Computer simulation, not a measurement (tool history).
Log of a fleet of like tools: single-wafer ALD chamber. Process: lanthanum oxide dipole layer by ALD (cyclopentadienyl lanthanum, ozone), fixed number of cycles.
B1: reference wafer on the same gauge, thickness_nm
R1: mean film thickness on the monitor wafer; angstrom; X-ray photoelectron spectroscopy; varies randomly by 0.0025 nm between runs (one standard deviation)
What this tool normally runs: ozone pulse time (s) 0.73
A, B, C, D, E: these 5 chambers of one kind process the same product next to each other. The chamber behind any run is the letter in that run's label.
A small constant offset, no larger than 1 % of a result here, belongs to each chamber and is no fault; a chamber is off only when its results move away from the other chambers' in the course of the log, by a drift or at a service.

run 1B hour=9.1 | ozone_pulse_time_(s)=0.73 | B1=0.37458 | R1=4.4666
run 2D hour=15.1 | ozone_pulse_time_(s)=0.73 | B1=0.37518 | R1=4.4516
run 3C hour=24.5 | ozone_pulse_time_(s)=0.73 | B1=0.37515 | R1=4.4517
run 4A hour=33.7 | ozone_pulse_time_(s)=0.73 | B1=0.37517 | R1=4.3835
run 5E hour=41.2 | ozone_pulse_time_(s)=0.73 | B1=0.37473 | R1=4.4329
run 6D hour=47.6 | ozone_pulse_time_(s)=0.73 | B1=0.37486 | R1=4.4741
run 7B hour=54.6 | ozone_pulse_time_(s)=0.73 | B1=0.37482 | R1=4.4374
run 8E hour=64.0 | ozone_pulse_time_(s)=0.73 | B1=0.37521 | R1=4.4204
run 9C hour=69.8 | ozone_pulse_time_(s)=0.73 | B1=0.37509 | R1=4.4005
run 10A hour=76.2 | ozone_pulse_time_(s)=0.73 | B1=0.37549 | R1=4.3775
run 11C hour=85.0 | ozone_pulse_time_(s)=0.73 | B1=0.37470 | R1=4.3980
run 12B hour=94.3 | ozone_pulse_time_(s)=0.73 | B1=0.37477 | R1=4.4125
run 13E hour=102.1 | ozone_pulse_time_(s)=0.73 | B1=0.37452 | R1=4.4768
run 14A hour=107.8 | ozone_pulse_time_(s)=0.73 | B1=0.37502 | R1=4.4181
run 15D hour=114.3 | ozone_pulse_time_(s)=0.73 | B1=0.37458 | R1=4.4789
run 16E hour=125.7 | ozone_pulse_time_(s)=0.73 | B1=0.37515 | R1=4.4133
run 17C hour=137.2 | ozone_pulse_time_(s)=0.73 | B1=0.37518 | R1=4.3710
run 18D hour=148.5 | ozone_pulse_time_(s)=0.73 | B1=0.37532 | R1=4.4438
run 19A hour=156.0 | ozone_pulse_time_(s)=0.73 | B1=0.37504 | R1=4.4034
run 20B hour=166.2 | ozone_pulse_time_(s)=0.73 | B1=0.37418 | R1=4.4995
run 21A hour=177.8 | ozone_pulse_time_(s)=0.73 | B1=0.37498 | R1=4.3647
run 22E hour=184.5 | ozone_pulse_time_(s)=0.83 | B1=0.37513 | R1=4.6534
run 23D hour=191.6 | ozone_pulse_time_(s)=0.83 | B1=0.37510 | R1=4.7230
run 24C hour=197.0 | ozone_pulse_time_(s)=0.83 | B1=0.37550 | R1=4.5911
run 25B hour=205.8 | ozone_pulse_time_(s)=0.83 | B1=0.37513 | R1=4.7291
run 26D hour=213.8 | ozone_pulse_time_(s)=0.83 | B1=0.37473 | R1=4.6469
run 27C hour=221.0 | ozone_pulse_time_(s)=0.73 | B1=0.37463 | R1=4.2253
run 28B hour=228.7 | ozone_pulse_time_(s)=0.73 | B1=0.37448 | R1=4.4550
run 29A hour=234.0 | ozone_pulse_time_(s)=0.73 | B1=0.37555 | R1=4.3326
run 30E hour=243.2 | ozone_pulse_time_(s)=0.73 | B1=0.37480 | R1=4.4214
run 31E hour=250.2 | ozone_pulse_time_(s)=0.73 | B1=0.37464 | R1=4.4082
-- hour=254.7 chamber D: thermocouple changed; heater temperature recalibrated
run 32D hour=256.3 | ozone_pulse_time_(s)=0.73 | B1=0.37506 | R1=4.4116
run 33A hour=267.9 | ozone_pulse_time_(s)=0.50 | B1=0.37506 | R1=3.5832

For the next run the whole fleet of 5 chambers uses the same settings. Give each chamber's results:
run 34A hour=276.2 | ozone_pulse_time_(s)=0.73 | R1=?
run 34B hour=276.2 | ozone_pulse_time_(s)=0.73 | R1=?
run 34C hour=276.2 | ozone_pulse_time_(s)=0.73 | R1=?
run 34D hour=276.2 | ozone_pulse_time_(s)=0.73 | R1=?
run 34E hour=276.2 | ozone_pulse_time_(s)=0.73 | R1=?

run=34A R1=4.3576
run=34B R1=4.4644
run=34C R1=4.1702
run=34D R1=4.4803
run=34E R1=4.4411
